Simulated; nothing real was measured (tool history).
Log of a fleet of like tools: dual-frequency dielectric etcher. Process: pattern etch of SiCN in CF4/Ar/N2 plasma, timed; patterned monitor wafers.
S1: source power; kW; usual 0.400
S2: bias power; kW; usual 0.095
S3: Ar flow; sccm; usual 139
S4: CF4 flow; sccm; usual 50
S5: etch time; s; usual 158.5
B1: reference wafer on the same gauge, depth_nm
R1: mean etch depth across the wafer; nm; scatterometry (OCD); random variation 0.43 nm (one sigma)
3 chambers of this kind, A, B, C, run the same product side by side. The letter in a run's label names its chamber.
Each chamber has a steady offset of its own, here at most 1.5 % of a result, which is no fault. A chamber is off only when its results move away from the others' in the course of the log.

| run | hour | S1 | S2 | S3 | S4 | S5 | B1 | R1 |
|---|---|---|---|---|---|---|---|---|
|  | 2.1 | chamber C: wet clean of the chamber |
| 1C | 3.3 | 0.400 | 0.095 | 139 | 50 | 158.5 | 145.90 | 123.07 |
| 2A | 8.0 | 0.400 | 0.095 | 139 | 50 | 158.5 | 145.90 | 123.60 |
| 3B | 12.8 | 0.400 | 0.095 | 139 | 50 | 158.5 | 145.90 | 124.03 |
| 4C | 15.9 | 0.400 | 0.095 | 139 | 50 | 158.5 | 145.98 | 122.34 |
| 5B | 22.3 | 0.400 | 0.095 | 139 | 50 | 158.5 | 145.86 | 124.45 |
| 6A | 26.2 | 0.400 | 0.095 | 139 | 50 | 158.5 | 146.13 | 123.67 |
| 7C | 31.8 | 0.400 | 0.095 | 139 | 50 | 158.5 | 145.91 | 122.34 |
| 8A | 34.9 | 0.400 | 0.095 | 139 | 50 | 158.5 | 146.02 | 123.97 |
| 9B | 42.0 | 0.400 | 0.095 | 139 | 50 | 158.5 | 145.97 | 123.90 |
| 10A | 49.0 | 0.400 | 0.095 | 139 | 50 | 158.5 | 146.03 | 124.59 |
| 11B | 54.1 | 0.400 | 0.095 | 116 | 50 | 158.5 | 146.00 | 126.21 |
| 12C | 57.5 | 0.400 | 0.095 | 116 | 50 | 158.5 | 146.01 | 125.94 |
| 13B | 63.9 | 0.400 | 0.095 | 116 | 50 | 158.5 | 146.01 | 127.26 |
| 14C | 67.7 | 0.400 | 0.095 | 139 | 50 | 158.5 | 146.05 | 123.14 |
| 15A | 71.6 | 0.400 | 0.095 | 139 | 50 | 158.5 | 146.04 | 123.87 |
| 16A | 76.5 | 0.450 | 0.095 | 139 | 45 | 158.5 | 145.88 | 134.79 |
| 17C | 80.7 | 0.450 | 0.095 | 139 | 45 | 158.5 | 146.06 | 133.07 |
| 18B | 84.4 | 0.450 | 0.095 | 139 | 45 | 158.5 | 145.93 | 135.47 |
| 19C | 88.1 | 0.400 | 0.095 | 139 | 50 | 158.5 | 146.00 | 122.79 |
| 20B | 95.0 | 0.400 | 0.095 | 139 | 50 | 158.5 | 145.90 | 124.59 |
| 21A | 100.1 | 0.400 | 0.095 | 139 | 50 | 158.5 | 145.92 | 124.27 |
| 22B | 106.9 | 0.400 | 0.095 | 139 | 50 | 158.5 | 145.97 | 123.64 |
|  | 110.9 | chamber A: source power generator calibrated |
| 23C | 113.6 | 0.400 | 0.095 | 139 | 50 | 158.5 | 146.00 | 122.00 |
| 24A | 120.2 | 0.400 | 0.095 | 139 | 50 | 158.5 | 145.98 | 124.29 |
| 25B | 124.2 | 0.400 | 0.095 | 139 | 50 | 158.5 | 145.98 | 124.31 |
| 26A | 130.8 | 0.400 | 0.095 | 139 | 50 | 158.5 | 146.02 | 123.93 |

Is one chamber off against the others, does the gauge drift, or is nothing wrong? If a chamber is off, say which, and what the likeliest cause is.

No chamber stands off beyond its own small offset, and the gauge holds steady.
